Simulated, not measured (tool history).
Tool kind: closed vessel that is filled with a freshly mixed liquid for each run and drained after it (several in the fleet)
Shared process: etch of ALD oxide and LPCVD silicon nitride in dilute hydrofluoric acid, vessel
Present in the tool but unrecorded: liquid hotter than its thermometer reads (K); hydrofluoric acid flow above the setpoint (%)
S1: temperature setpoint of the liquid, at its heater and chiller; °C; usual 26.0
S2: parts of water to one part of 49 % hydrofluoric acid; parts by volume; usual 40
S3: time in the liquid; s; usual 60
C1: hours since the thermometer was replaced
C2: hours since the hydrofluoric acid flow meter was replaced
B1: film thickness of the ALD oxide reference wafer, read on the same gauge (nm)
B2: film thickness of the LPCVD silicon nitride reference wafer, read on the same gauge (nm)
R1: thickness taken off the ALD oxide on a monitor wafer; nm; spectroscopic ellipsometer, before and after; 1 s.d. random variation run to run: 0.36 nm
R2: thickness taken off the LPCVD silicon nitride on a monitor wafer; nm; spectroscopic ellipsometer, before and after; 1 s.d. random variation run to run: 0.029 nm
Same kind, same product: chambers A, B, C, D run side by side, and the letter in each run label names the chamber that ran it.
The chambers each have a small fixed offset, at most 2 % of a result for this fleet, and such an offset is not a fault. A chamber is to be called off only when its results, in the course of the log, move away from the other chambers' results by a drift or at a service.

run   hour    S1  S2  S3      C1      C2      B1      B2      R1       R2
 1B   11.8  26.0  40  60   184.0   930.6  29.981  150.02  42.755  0.83006
 2D   17.5  26.0  40  60  2665.4   229.0  29.975  150.02  42.259  0.81478
 3C   26.4  26.0  40  60   423.0   451.6  30.009  149.99  42.929  0.81831
 4A   32.2  26.0  40  60  1751.0  1396.4  29.998  150.00  41.891  0.82211
 5A   43.6  26.0  40  60  1762.4  1407.8  30.018  149.97  42.176  0.83804
 6B   51.1  26.0  40  60   223.3   969.9  30.017  149.97  42.685  0.85849
 7C   60.9  28.5  40  60   457.5   486.1  29.996  150.00  47.426  0.93303
 8D   67.1  28.5  40  60  2715.0   278.6  29.987  150.02  46.617  1.00280
 9A   73.0  28.5  40  60  1791.8  1437.2  30.011  149.97  46.240  1.04860
10B   82.6  28.5  40  60   254.8  1001.4  29.991  149.98  46.669  0.97489
11D   91.4  26.0  40  60  2739.3   302.9  30.019  150.03  41.860  0.77968
12C  100.2  26.0  40  60   496.8   525.4  30.047  150.00  42.662  0.82120
13D  107.5  26.0  40  60  2755.4   319.0  29.995  150.02  42.350  0.81660
14B  114.8  26.0  40  60   287.0  1033.6  29.954  149.99  42.987  0.77344
15C  121.3  26.0  40  60   517.9   546.5  29.996  149.98  42.736  0.77410
16A  132.1  26.0  40  60  1850.9  1496.3  30.004  149.98  41.685  0.85254
17D  145.0  26.0  40  60  2792.9   356.5  30.032  150.00  42.386  0.88403
18C  156.9  26.0  40  60   553.5   582.1  29.993  149.99  42.650  0.80626
19A  165.5  26.0  40  60  1884.3  1529.7  29.983  150.02  41.573  0.77292
20B  172.7  30.5  40  60   344.9  1091.5  29.993  149.99  51.118  1.09500
21D  180.2  30.5  40  60  2828.1   391.7  29.981  150.02  50.342  1.09050
     188.6  -- chamber A: thermometer replaced
22C  190.2  30.5  40  60   586.8   615.4  29.972  150.00  51.420  1.09760
23A  202.5  30.5  40  60    13.9  1566.7  29.994  149.98  49.656  1.10630
24B  214.0  26.0  40  60   386.2  1132.8  29.996  150.01  42.261  0.85978
25A  221.8  26.0  40  60    33.2  1586.0  29.999  149.99  42.018  0.89564
26D  233.2  26.0  40  60  2881.1   444.7  30.036  150.00  41.812  0.83125
27B  242.7  26.0  40  60   414.9  1161.5  29.987  149.98  42.276  0.80466
     248.7  -- chamber D: thermometer replaced
28C  255.2  26.0  40  60   651.8   680.4  30.028  149.98  42.502  0.80330
29C  262.9  26.0  40  60   659.5   688.1  30.009  150.01  42.084  0.78936
30A  274.8  26.0  40  60    86.2  1639.0  30.001  150.01  42.098  0.80601
31D  281.5  26.0  40  60    32.8   493.0  30.017  149.98  42.523  0.80570
32B  290.3  26.0  40  60   462.5  1209.1  30.015  150.02  42.237  0.81072
33C  299.0  26.0  40  60   695.6   724.2  29.988  149.98  42.507  0.77925
34D  311.7  26.0  40  60    63.0   523.2  29.941  150.03  42.301  0.86527
35A  319.0  26.0  40  60   130.4  1683.2  29.975  149.99  41.730  0.89899

All 4 chambers run these settings next. Forecast each chamber's results:
36A  328.2  26.0  40  60                   ?   ?
36B  328.2  26.0  40  60                   ?   ?
36C  328.2  26.0  40  60                   ?   ?
36D  328.2  26.0  40  60                   ?   ?

run      R1       R2
36A  42.218  0.80284
36B  42.895  0.80575
36C  42.926  0.80532
36D  42.269  0.84536
